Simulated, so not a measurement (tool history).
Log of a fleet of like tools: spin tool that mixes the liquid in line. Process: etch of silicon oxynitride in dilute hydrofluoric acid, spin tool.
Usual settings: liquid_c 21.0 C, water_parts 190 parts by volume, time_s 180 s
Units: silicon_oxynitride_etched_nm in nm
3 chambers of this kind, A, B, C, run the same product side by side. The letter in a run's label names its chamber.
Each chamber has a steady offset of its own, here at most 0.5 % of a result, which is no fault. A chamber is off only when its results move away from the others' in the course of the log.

| run | hour | liquid_c | water_parts | time_s | read-back film thickness of the silicon oxynitride reference wafer, read on the same gauge (nm) | silicon_oxynitride_etched_nm |
|---|---|---|---|---|---|---|
| 1B | 11.2 | 21.0 | 190 | 180 | 80.022 | 1.09940 |
| 2A | 21.9 | 21.0 | 190 | 180 | 79.999 | 1.12570 |
| 3C | 28.2 | 21.0 | 190 | 180 | 80.005 | 1.15510 |
| 4B | 37.0 | 21.0 | 190 | 180 | 79.984 | 1.10260 |
| 5A | 43.2 | 21.0 | 275 | 140 | 80.011 | 0.56246 |
| 6C | 50.2 | 21.0 | 275 | 140 | 80.035 | 0.56831 |
| 7C | 56.1 | 21.0 | 275 | 140 | 80.006 | 0.56379 |
| 8A | 66.2 | 21.0 | 190 | 180 | 80.010 | 1.11110 |
| 9B | 75.8 | 21.0 | 190 | 180 | 79.992 | 1.11250 |
| 10A | 85.8 | 21.0 | 190 | 180 | 80.005 | 1.08780 |
| 11B | 95.3 | 21.0 | 140 | 180 | 79.991 | 1.55310 |
| 12C | 100.2 | 21.0 | 140 | 180 | 79.999 | 1.54200 |
| 13A | 110.5 | 21.0 | 140 | 180 | 79.999 | 1.57080 |
| 14B | 120.0 | 21.0 | 190 | 180 | 80.006 | 1.09740 |
| 15C | 127.2 | 21.0 | 190 | 180 | 79.988 | 1.07800 |
| 16C | 137.4 | 18.5 | 190 | 135 | 80.009 | 0.70548 |
| 17A | 147.2 | 18.5 | 190 | 135 | 80.019 | 0.76943 |
| 18B | 157.6 | 18.5 | 190 | 135 | 80.022 | 0.74949 |
| 19C | 168.3 | 21.0 | 190 | 180 | 79.986 | 1.08790 |
| 20B | 173.9 | 21.0 | 190 | 180 | 80.012 | 1.09660 |
| 21A | 185.1 | 21.0 | 190 | 180 | 80.013 | 1.08130 |
| 22C | 190.6 | 21.0 | 190 | 180 | 80.010 | 1.02860 |
| 23A | 196.7 | 21.0 | 190 | 180 | 80.001 | 1.10790 |
| 24B | 203.4 | 21.0 | 190 | 180 | 79.968 | 1.12330 |
| 25C | 210.8 | 21.0 | 190 | 180 | 80.008 | 1.03980 |
| 26B | 215.7 | 21.0 | 190 | 180 | 80.002 | 1.07400 |
| 27A | 225.7 | 21.0 | 190 | 180 | 79.994 | 1.12410 |
| 28B | 233.9 | 21.0 | 190 | 180 | 79.992 | 1.10710 |
| 29A | 244.8 | 21.0 | 190 | 180 | 80.001 | 1.12350 |
| 30C | 253.4 | 21.0 | 190 | 180 | 79.981 | 1.03040 |
| 31C | 262.2 | 21.0 | 190 | 180 | 80.000 | 0.99712 |
| 32A | 272.9 | 21.0 | 190 | 180 | 79.991 | 1.12860 |
| 33B | 278.9 | 21.0 | 190 | 180 | 80.008 | 1.03490 |
| 34A | 285.9 | 21.0 | 190 | 180 | 79.994 | 1.10740 |
| 35C | 292.8 | 21.0 | 245 | 180 | 80.009 | 0.73581 |
| 36B | 302.3 | 21.0 | 245 | 180 | 80.000 | 0.82059 |

All 3 chambers run these settings next. Forecast each chamber's results:
| 37A | 310.4 | 21.0 | 190 | 180 |  | ? |
| 37B | 310.4 | 21.0 | 190 | 180 |  | ? |
| 37C | 310.4 | 21.0 | 190 | 180 |  | ? |

| run | silicon_oxynitride_etched_nm |
|---|---|
| 37A | 1.05640 |
| 37B | 1.08240 |
| 37C | 1.00830 |
